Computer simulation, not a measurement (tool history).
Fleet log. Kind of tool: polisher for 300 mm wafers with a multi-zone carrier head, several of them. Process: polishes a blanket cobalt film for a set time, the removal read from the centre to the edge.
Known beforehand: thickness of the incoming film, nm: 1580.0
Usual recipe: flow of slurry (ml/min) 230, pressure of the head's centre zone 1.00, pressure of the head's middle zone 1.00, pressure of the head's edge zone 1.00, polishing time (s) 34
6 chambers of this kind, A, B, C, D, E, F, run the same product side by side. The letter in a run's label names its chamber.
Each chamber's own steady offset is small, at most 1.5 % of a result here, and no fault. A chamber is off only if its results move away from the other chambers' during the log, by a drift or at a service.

| run | hour | flow of slurry (ml/min) | pressure of the head's centre zone | pressure of the head's middle zone | pressure of the head's edge zone | polishing time (s) | film removed at the wafer's centre (angstrom) | film removed at mid-radius (angstrom) | film removed at the wafer's edge (angstrom) |
|---|---|---|---|---|---|---|---|---|---|
|  | 2.2 | chamber C: edge zone pressure recalibrated |
| 1C | 10.0 | 230 | 1.00 | 1.00 | 1.00 | 34 | 2583.2 | 2618.6 | 2537.6 |
|  | 11.5 | chamber B: worn pad replaced by a new one |
| 2F | 15.2 | 230 | 1.00 | 1.00 | 1.00 | 34 | 2592.5 | 2614.3 | 2558.9 |
|  | 21.2 | chamber B: slurry nozzle cleaned |
| 3B | 24.3 | 230 | 1.00 | 1.00 | 1.00 | 34 | 2535.1 | 2523.0 | 2585.6 |
|  | 27.3 | chamber A: edge zone pressure recalibrated |
|  | 27.5 | chamber A: worn pad replaced by a new one |
|  | 27.5 | chamber C: worn pad replaced by a new one |
|  | 28.4 | chamber E: worn pad replaced by a new one |
|  | 29.8 | chamber D: worn pad replaced by a new one |
| 4E | 32.5 | 230 | 1.00 | 1.00 | 1.00 | 34 | 2626.2 | 2611.7 | 2563.5 |
| 5D | 40.4 | 230 | 1.00 | 1.00 | 1.00 | 34 | 2568.7 | 2576.1 | 2579.2 |
| 6A | 48.3 | 230 | 1.00 | 1.08 | 1.00 | 34 | 2559.0 | 2789.1 | 2619.7 |
| 7A | 53.1 | 230 | 1.00 | 1.08 | 1.00 | 34 | 2552.0 | 2770.8 | 2576.5 |
| 8C | 62.6 | 230 | 1.00 | 1.08 | 1.00 | 34 | 2573.2 | 2674.4 | 2590.6 |
| 9D | 70.9 | 230 | 1.00 | 1.08 | 1.00 | 34 | 2608.0 | 2785.6 | 2530.2 |
| 10F | 75.5 | 230 | 1.00 | 1.08 | 1.00 | 34 | 2576.7 | 2756.9 | 2606.9 |
| 11E | 83.7 | 230 | 1.00 | 1.08 | 1.00 | 34 | 2603.7 | 2825.5 | 2578.3 |
|  | 86.3 | chamber C: worn pad replaced by a new one |
| 12B | 90.0 | 230 | 1.00 | 1.00 | 1.00 | 25 | 1869.8 | 1866.1 | 1902.3 |
|  | 90.6 | chamber B: centre zone pressure recalibrated |
|  | 92.9 | chamber D: worn pad replaced by a new one |
|  | 98.9 | chamber F: worn pad replaced by a new one |
|  | 99.0 | chamber B: worn pad replaced by a new one |
| 13F | 100.1 | 230 | 1.00 | 1.00 | 1.00 | 25 | 1893.1 | 1895.9 | 1890.0 |
|  | 104.7 | chamber E: worn pad replaced by a new one |
| 14E | 104.9 | 230 | 1.00 | 1.00 | 1.00 | 25 | 1916.7 | 1939.7 | 1916.2 |
| 15C | 113.7 | 230 | 1.00 | 1.00 | 1.00 | 25 | 1900.5 | 1892.0 | 1900.4 |
| 16B | 120.8 | 230 | 1.00 | 1.00 | 1.00 | 25 | 1866.0 | 1833.3 | 1900.8 |
|  | 124.4 | chamber C: slurry nozzle cleaned |
| 17A | 127.3 | 230 | 1.00 | 1.00 | 1.00 | 25 | 1881.2 | 1943.4 | 1911.4 |
|  | 130.7 | chamber E: slurry nozzle cleaned |
| 18D | 134.5 | 230 | 1.00 | 1.00 | 1.00 | 34 | 2606.0 | 2656.0 | 2574.1 |
|  | 135.0 | chamber A: centre zone pressure recalibrated |
|  | 137.5 | chamber A: worn pad replaced by a new one |
|  | 139.4 | chamber C: worn pad replaced by a new one |
| 19F | 139.9 | 230 | 1.00 | 1.00 | 1.00 | 34 | 2565.3 | 2622.1 | 2588.0 |
| 20C | 149.9 | 230 | 1.00 | 1.00 | 1.00 | 34 | 2510.9 | 2529.3 | 2601.2 |
| 21B | 155.0 | 230 | 1.00 | 1.00 | 1.00 | 34 | 2525.7 | 2590.9 | 2609.3 |
|  | 157.5 | chamber D: worn pad replaced by a new one |
|  | 160.1 | chamber C: centre zone pressure recalibrated |
|  | 160.2 | chamber D: centre zone pressure recalibrated |
| 22E | 163.3 | 230 | 1.00 | 1.00 | 1.00 | 34 | 2610.8 | 2545.9 | 2597.4 |
|  | 168.4 | chamber D: slurry nozzle cleaned |
| 23D | 172.2 | 230 | 1.00 | 1.00 | 0.93 | 27 | 2077.4 | 2044.8 | 1978.4 |
| 24A | 181.1 | 230 | 1.00 | 1.00 | 0.93 | 27 | 2024.3 | 2071.8 | 1971.2 |
|  | 181.5 | chamber E: worn pad replaced by a new one |
|  | 188.7 | chamber B: worn pad replaced by a new one |
| 25F | 190.7 | 230 | 1.00 | 1.00 | 0.93 | 27 | 2058.4 | 2023.0 | 1959.9 |
| 26D | 196.4 | 230 | 1.00 | 1.00 | 0.93 | 27 | 2025.5 | 2057.7 | 2001.5 |
|  | 199.3 | chamber C: worn pad replaced by a new one |
|  | 200.9 | chamber F: worn pad replaced by a new one |
| 27E | 202.6 | 230 | 1.00 | 1.00 | 0.93 | 27 | 2063.7 | 2049.3 | 1948.9 |
| 28A | 212.1 | 230 | 1.00 | 1.00 | 0.93 | 27 | 2012.0 | 2085.1 | 2003.2 |
| 29B | 222.3 | 230 | 1.00 | 1.00 | 1.00 | 34 | 2531.6 | 2574.5 | 2590.4 |
|  | 226.8 | chamber D: worn pad replaced by a new one |
| 30C | 228.1 | 230 | 1.00 | 1.00 | 1.00 | 34 | 2546.4 | 2562.0 | 2556.5 |
|  | 229.4 | chamber A: worn pad replaced by a new one |
| 31D | 232.8 | 230 | 1.00 | 1.00 | 1.00 | 34 | 2549.8 | 2560.6 | 2624.9 |
| 32B | 237.8 | 230 | 1.00 | 1.00 | 1.00 | 34 | 2509.3 | 2565.1 | 2569.9 |
| 33E | 245.0 | 230 | 1.05 | 1.00 | 0.95 | 34 | 2761.1 | 2567.4 | 2493.0 |
| 34C | 251.9 | 230 | 1.05 | 1.00 | 0.95 | 34 | 2683.8 | 2546.7 | 2497.7 |
| 35F | 257.0 | 230 | 1.05 | 1.00 | 0.95 | 34 | 2719.0 | 2559.9 | 2493.3 |
|  | 261.3 | chamber C: worn pad replaced by a new one |
|  | 262.8 | chamber E: worn pad replaced by a new one |
| 36A | 263.9 | 230 | 1.05 | 1.00 | 0.95 | 34 | 2717.3 | 2579.1 | 2522.0 |
| 37F | 269.4 | 230 | 1.05 | 1.00 | 0.95 | 34 | 2697.0 | 2561.2 | 2526.0 |
|  | 269.6 | chamber B: worn pad replaced by a new one |
| 38E | 274.0 | 230 | 1.05 | 1.00 | 0.95 | 34 | 2740.9 | 2600.9 | 2518.4 |
|  | 277.1 | chamber A: slurry nozzle cleaned |
| 39A | 278.9 | 230 | 1.00 | 1.00 | 1.00 | 34 | 2625.8 | 2599.8 | 2610.3 |
| 40D | 287.8 | 230 | 1.00 | 1.00 | 1.00 | 34 | 2583.7 | 2595.7 | 2617.0 |
| 41B | 294.2 | 230 | 1.00 | 1.00 | 1.00 | 34 | 2555.0 | 2554.2 | 2612.4 |
| 42C | 301.7 | 230 | 1.00 | 1.00 | 1.00 | 34 | 2546.3 | 2549.6 | 2560.5 |

Which is it: a chamber that has drifted or been left off by a service, a gauge drift common to all chambers, or only each chamber's usual small offset? If a chamber is off, name it and its likeliest cause.

No chamber is off and the gauge is stable; the differences are just each chamber's small, constant offset.

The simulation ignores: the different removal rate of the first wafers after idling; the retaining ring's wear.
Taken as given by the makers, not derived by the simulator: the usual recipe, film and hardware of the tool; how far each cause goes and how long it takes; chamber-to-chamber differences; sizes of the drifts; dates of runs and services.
